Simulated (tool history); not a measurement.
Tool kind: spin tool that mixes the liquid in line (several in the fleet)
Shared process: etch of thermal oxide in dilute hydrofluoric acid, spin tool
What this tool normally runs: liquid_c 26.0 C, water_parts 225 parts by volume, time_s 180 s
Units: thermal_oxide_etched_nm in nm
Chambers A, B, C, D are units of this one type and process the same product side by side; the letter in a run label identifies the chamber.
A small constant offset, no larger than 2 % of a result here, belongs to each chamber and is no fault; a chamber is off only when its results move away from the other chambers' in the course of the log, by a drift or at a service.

run   hour  liquid_c  water_parts  time_s  read-back film thickness of the thermal oxide reference wafer, read on the same gauge (nm)  thermal_oxide_etched_nm
       5.1  -- chamber B: thermometer replaced
 1D   12.1      26.0          225     180                                                                                      149.98                   3.3421
 2A   22.3      26.0          225     180                                                                                      149.98                   3.2888
 3C   36.1      26.0          225     180                                                                                      150.01                   3.4243
 4B   45.0      26.0          225     180                                                                                      149.99                   3.3809
 5C   52.9      26.0          320     180                                                                                      150.01                   2.2080
 6A   67.9      26.0          320     180                                                                                      150.01                   2.1318
 7D   79.5      26.0          320     180                                                                                      150.03                   2.0949
 8B   90.2      26.0          320     180                                                                                      149.99                   2.1323
 9A  100.2      26.0          225     180                                                                                      149.99                   3.3330
10D  107.6      26.0          225     180                                                                                      150.01                   3.3685
11C  115.9      26.0          225     180                                                                                      149.99                   3.3638
12B  126.5      26.0          225     180                                                                                      150.01                   3.4288
13D  140.1      26.0          225     180                                                                                      150.03                   3.3350
14A  148.3      26.0          225     180                                                                                      149.99                   3.2927
15C  164.2      26.0          225     180                                                                                      150.01                   3.4290
16B  172.7      26.0          225     180                                                                                      149.96                   3.3914
17D  187.2      26.0          225     180                                                                                      150.02                   3.4718
18B  196.4      26.0          225     245                                                                                      150.00                   4.5677
19C  209.1      26.0          225     245                                                                                      149.98                   4.5996
20A  219.0      26.0          225     245                                                                                      150.00                   4.5424
21A  234.5      26.0          225     245                                                                                      149.98                   4.4899
22D  248.8      26.0          225     180                                                                                      150.00                   3.4984
     265.2  -- chamber D: thermometer replaced
23C  265.3      26.0          225     180                                                                                      150.00                   3.3472
24B  275.4      26.0          225     180                                                                                      150.03                   3.3371
25A  289.9      28.0          270     180                                                                                      149.99                   2.8245
26C  298.8      28.0          270     180                                                                                      149.99                   2.9141
27B  313.8      28.0          270     180                                                                                      150.01                   2.8345
28D  321.4      28.0          270     180                                                                                      150.00                   3.0349
29B  337.4      26.0          225     180                                                                                      150.02                   3.4128
30A  354.0      26.0          225     180                                                                                      149.99                   3.2678
31C  364.6      26.0          225     180                                                                                      150.02                   3.4091

Does one chamber stand apart from the rest, does the shared gauge drift, or is all well apart from small per-chamber offsets? Give the chamber and the most likely cause, where there is one.

Chamber D drifts away from the others.
Cause: hydrofluoric acid flow above the setpoint (%) = 6.47.

Chamber D could run next with any of the 4 candidate recipes listed below; each alters the usual settings, and their results appear as question marks. Which one brings its results back in line with what the other chambers deliver on the usual settings?
Maximum distance from the other chambers' mean on the usual settings for a result to count as in line: thermal_oxide_etched_nm 0.1400 nm
32D-1  376.5      26.0          225     170                                                                                                                    ?
32D-2  376.5      26.0          220     185                                                                                                                    ?
32D-3  376.5      26.0          250     180                                                                                                                    ?
32D-4  376.5      30.0          225     180                                                                                                                    ?

Usual-settings mean across the other chambers: thermal_oxide_etched_nm 3.3704 nm
  run  thermal_oxide_etched_nm
32D-1                   3.4027
32D-2                   3.8075
32D-3                   3.1577
32D-4                   4.1525
Change 32D-1 lands the chamber within the allowed miss of the other chambers.
